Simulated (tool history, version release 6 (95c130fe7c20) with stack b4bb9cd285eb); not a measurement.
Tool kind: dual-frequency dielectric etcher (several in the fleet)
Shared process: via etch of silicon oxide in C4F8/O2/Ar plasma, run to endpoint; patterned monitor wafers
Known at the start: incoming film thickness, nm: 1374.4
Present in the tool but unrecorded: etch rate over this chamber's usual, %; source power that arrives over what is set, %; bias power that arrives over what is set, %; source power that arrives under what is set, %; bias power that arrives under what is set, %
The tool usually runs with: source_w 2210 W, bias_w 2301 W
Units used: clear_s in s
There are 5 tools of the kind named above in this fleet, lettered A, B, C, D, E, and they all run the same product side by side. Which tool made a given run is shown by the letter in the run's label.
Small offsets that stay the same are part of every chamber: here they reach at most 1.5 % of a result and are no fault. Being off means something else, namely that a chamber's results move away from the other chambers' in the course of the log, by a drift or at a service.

| run | hour | source_w | bias_w | hours since the last wet clean | hours since the last source power generator calibration | hours since the last bias power generator calibration | clear_s |
|---|---|---|---|---|---|---|---|
| 1E | 3.5 | 2210 | 2301 | 205.8 | 1631.1 | 143.2 | 248.10 |
| 2D | 8.0 | 2210 | 2301 | 247.0 | 203.7 | 383.7 | 247.84 |
| 3A | 10.8 | 2210 | 2301 | 461.5 | 1691.0 | 517.7 | 248.95 |
| 4B | 16.2 | 2210 | 2301 | 99.9 | 1560.0 | 1438.2 | 245.16 |
| 5C | 19.2 | 2210 | 2301 | 440.1 | 1058.5 | 140.1 | 247.80 |
| 6A | 23.2 | 2210 | 2301 | 473.9 | 1703.4 | 530.1 | 253.62 |
| 7C | 26.5 | 2210 | 2301 | 447.4 | 1065.8 | 147.4 | 248.45 |
| 8E | 32.1 | 2210 | 2301 | 234.4 | 1659.7 | 171.8 | 247.61 |
| 9B | 35.0 | 2210 | 2301 | 118.7 | 1578.8 | 1457.0 | 243.55 |
|  | 37.1 | chamber C: wet clean of the chamber |
| 10D | 39.6 | 2210 | 2301 | 278.6 | 235.3 | 415.3 | 248.16 |
| 11A | 43.2 | 2210 | 2301 | 493.9 | 1723.4 | 550.1 | 252.74 |
| 12D | 48.8 | 2210 | 2301 | 287.8 | 244.5 | 424.5 | 250.63 |
| 13C | 54.0 | 2210 | 2301 | 17.0 | 1093.3 | 174.9 | 250.64 |
| 14E | 59.7 | 2660 | 2301 | 262.0 | 1687.3 | 199.4 | 230.25 |
| 15B | 63.5 | 2660 | 2301 | 147.2 | 1607.3 | 1485.5 | 228.52 |
| 16D | 69.0 | 2660 | 2301 | 308.0 | 264.7 | 444.7 | 227.41 |
| 17B | 72.7 | 2660 | 2301 | 156.4 | 1616.5 | 1494.7 | 227.82 |
| 18C | 76.2 | 2660 | 2301 | 39.2 | 1115.5 | 197.1 | 231.09 |
| 19A | 80.2 | 2210 | 2301 | 530.9 | 1760.4 | 587.1 | 252.46 |
| 20E | 83.0 | 2210 | 2301 | 285.3 | 1710.6 | 222.7 | 245.09 |
| 21A | 86.8 | 2510 | 2489 | 537.5 | 1767.0 | 593.7 | 232.71 |
| 22C | 91.3 | 2510 | 2489 | 54.3 | 1130.6 | 212.2 | 230.23 |
|  | 91.5 | chamber A: wet clean of the chamber |
| 23E | 94.8 | 2510 | 2489 | 297.1 | 1722.4 | 234.5 | 233.55 |
| 24D | 100.4 | 2510 | 2489 | 339.4 | 296.1 | 476.1 | 231.89 |
| 25B | 103.1 | 2510 | 2489 | 186.8 | 1646.9 | 1525.1 | 227.32 |
| 26A | 106.5 | 2210 | 2301 | 15.0 | 1786.7 | 613.4 | 252.25 |
| 27C | 110.5 | 2210 | 2301 | 73.5 | 1149.8 | 231.4 | 246.55 |
| 28E | 113.1 | 2210 | 2301 | 315.4 | 1740.7 | 252.8 | 252.21 |
| 29D | 117.2 | 2210 | 2301 | 356.2 | 312.9 | 492.9 | 253.49 |
| 30B | 122.7 | 2210 | 2301 | 206.4 | 1666.5 | 1544.7 | 245.78 |
| 31B | 127.0 | 1730 | 2301 | 210.7 | 1670.8 | 1549.0 | 271.79 |
| 32E | 129.7 | 1730 | 2301 | 332.0 | 1757.3 | 269.4 | 274.36 |
| 33A | 133.0 | 1730 | 2301 | 41.5 | 1813.2 | 639.9 | 275.81 |
| 34D | 137.3 | 1730 | 2301 | 376.3 | 333.0 | 513.0 | 274.72 |
| 35C | 141.5 | 1730 | 2301 | 104.5 | 1180.8 | 262.4 | 273.65 |

Next, all 5 chambers run the settings below, one line each with question marks for the results. What does each chamber give?
| 36A | 145.9 | 1900 | 2301 |  |  |  | ? |
| 36B | 145.9 | 1900 | 2301 |  |  |  | ? |
| 36C | 145.9 | 1900 | 2301 |  |  |  | ? |
| 36D | 145.9 | 1900 | 2301 |  |  |  | ? |
| 36E | 145.9 | 1900 | 2301 |  |  |  | ? |

| run | clear_s |
|---|---|
| 36A | 267.25 |
| 36B | 260.03 |
| 36C | 265.45 |
| 36D | 266.24 |
| 36E | 272.17 |

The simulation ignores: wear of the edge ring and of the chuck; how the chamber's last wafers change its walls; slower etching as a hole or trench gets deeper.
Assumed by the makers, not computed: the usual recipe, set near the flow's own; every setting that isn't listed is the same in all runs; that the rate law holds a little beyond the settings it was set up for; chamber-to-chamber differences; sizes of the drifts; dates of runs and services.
